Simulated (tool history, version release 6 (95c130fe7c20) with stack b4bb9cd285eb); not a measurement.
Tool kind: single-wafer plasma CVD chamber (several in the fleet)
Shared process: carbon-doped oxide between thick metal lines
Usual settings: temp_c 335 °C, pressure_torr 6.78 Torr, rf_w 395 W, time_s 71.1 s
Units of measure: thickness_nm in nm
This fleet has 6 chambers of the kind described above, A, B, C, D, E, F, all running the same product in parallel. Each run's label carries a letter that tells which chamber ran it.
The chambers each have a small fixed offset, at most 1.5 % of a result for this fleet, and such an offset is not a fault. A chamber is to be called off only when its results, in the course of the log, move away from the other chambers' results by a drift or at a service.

run   hour  temp_c  pressure_torr  rf_w  time_s  read-back reference wafer on the same gauge, thickness_nm  thickness_nm
 1E    6.1     335           6.78   395    71.1                                                     377.07        334.20
 2F   12.5     335           6.78   395    71.1                                                     377.10        333.61
 3C   19.0     335           6.78   395    71.1                                                     377.29        326.48
 4B   26.2     335           6.78   395    71.1                                                     377.27        330.37
 5A   31.6     335           6.78   395    71.1                                                     377.19        332.85
 6D   36.9     335           6.78   395    71.1                                                     377.28        328.63
 7D   43.7     335           6.78   395    71.1                                                     377.42        327.72
 8B   50.2     335           6.78   395    71.1                                                     377.45        330.93
 9A   58.2     335           6.78   395    71.1                                                     377.48        332.32
10E   65.8     340           5.24   395    71.1                                                     377.51        319.07
11F   70.6     340           5.24   395    71.1                                                     377.47        319.63
      73.7  -- chamber B: thermocouple changed; heater temperature recalibrated
12C   75.8     340           5.24   395    71.1                                                     377.54        312.64
13C   83.4     340           5.24   395    71.1                                                     377.80        312.54
14F   92.0     340           5.24   395    71.1                                                     377.66        319.70
15D  100.2     340           5.24   395    71.1                                                     377.81        314.62
16A  106.4     335           6.78   395    71.1                                                     377.85        332.72
17B  115.4     335           6.78   395    71.1                                                     378.06        331.53
18E  124.1     335           6.78   395    78.9                                                     377.85        371.90
19D  133.2     335           6.78   395    78.9                                                     377.89        362.80
20E  141.8     335           6.78   395    78.9                                                     378.15        370.94
21B  147.7     335           6.78   395    78.9                                                     378.13        367.57
22A  156.4     335           6.78   395    78.9                                                     378.19        370.16
23F  161.3     335           6.78   395    78.9                                                     378.29        369.97
24C  167.3     335           6.78   395    71.1                                                     378.34        328.49
25B  172.3     335           6.78   395    71.1                                                     378.35        331.20
26A  181.1     335           6.78   395    71.1                                                     378.43        333.22
27F  185.9     335           6.78   395    71.1                                                     378.41        334.56
28C  192.9     335           6.78   395    71.1                                                     378.46        328.19
29D  201.6     335           6.78   395    71.1                                                     378.59        329.21
30E  207.2     335           6.78   395    71.1                                                     378.51        335.46
31C  212.5     335           6.78   395    71.1                                                     378.61        327.54
     215.5  -- chamber A: RF generator calibrated
32D  220.8     335           6.78   395    71.1                                                     378.76        328.43
33E  228.3     330           6.78   365    71.1                                                     378.83        320.85
34B  233.7     330           6.78   365    71.1                                                     378.88        317.45
35A  239.8     330           6.78   365    71.1                                                     378.98        320.06
36F  245.2     330           6.78   365    71.1                                                     379.07        322.19
37D  251.4     330           6.78   365    71.1                                                     379.00        314.38
38F  259.4     330           6.78   365    71.1                                                     379.02        321.06
39E  264.0     335           6.78   395    71.1                                                     379.09        335.89
40A  269.9     335           6.78   395    71.1                                                     379.24        333.31
41B  278.5     335           6.78   395    71.1                                                     379.14        330.96
42C  286.5     335           6.78   395    71.1                                                     379.29        329.35
43F  291.2     335           6.78   395    71.1                                                     379.29        336.30

Read the log: is a single chamber off, either drifting away or since a service, is the gauge that measures every chamber drifting, or is nothing wrong beyond small per-chamber offsets? Name any odd chamber and what most likely caused it.

No chamber is off; the gauge reading every chamber's wafers drifts, which makes the whole fleet appear to move together.
What lies behind it: gauge reads high (%) = 0.621.

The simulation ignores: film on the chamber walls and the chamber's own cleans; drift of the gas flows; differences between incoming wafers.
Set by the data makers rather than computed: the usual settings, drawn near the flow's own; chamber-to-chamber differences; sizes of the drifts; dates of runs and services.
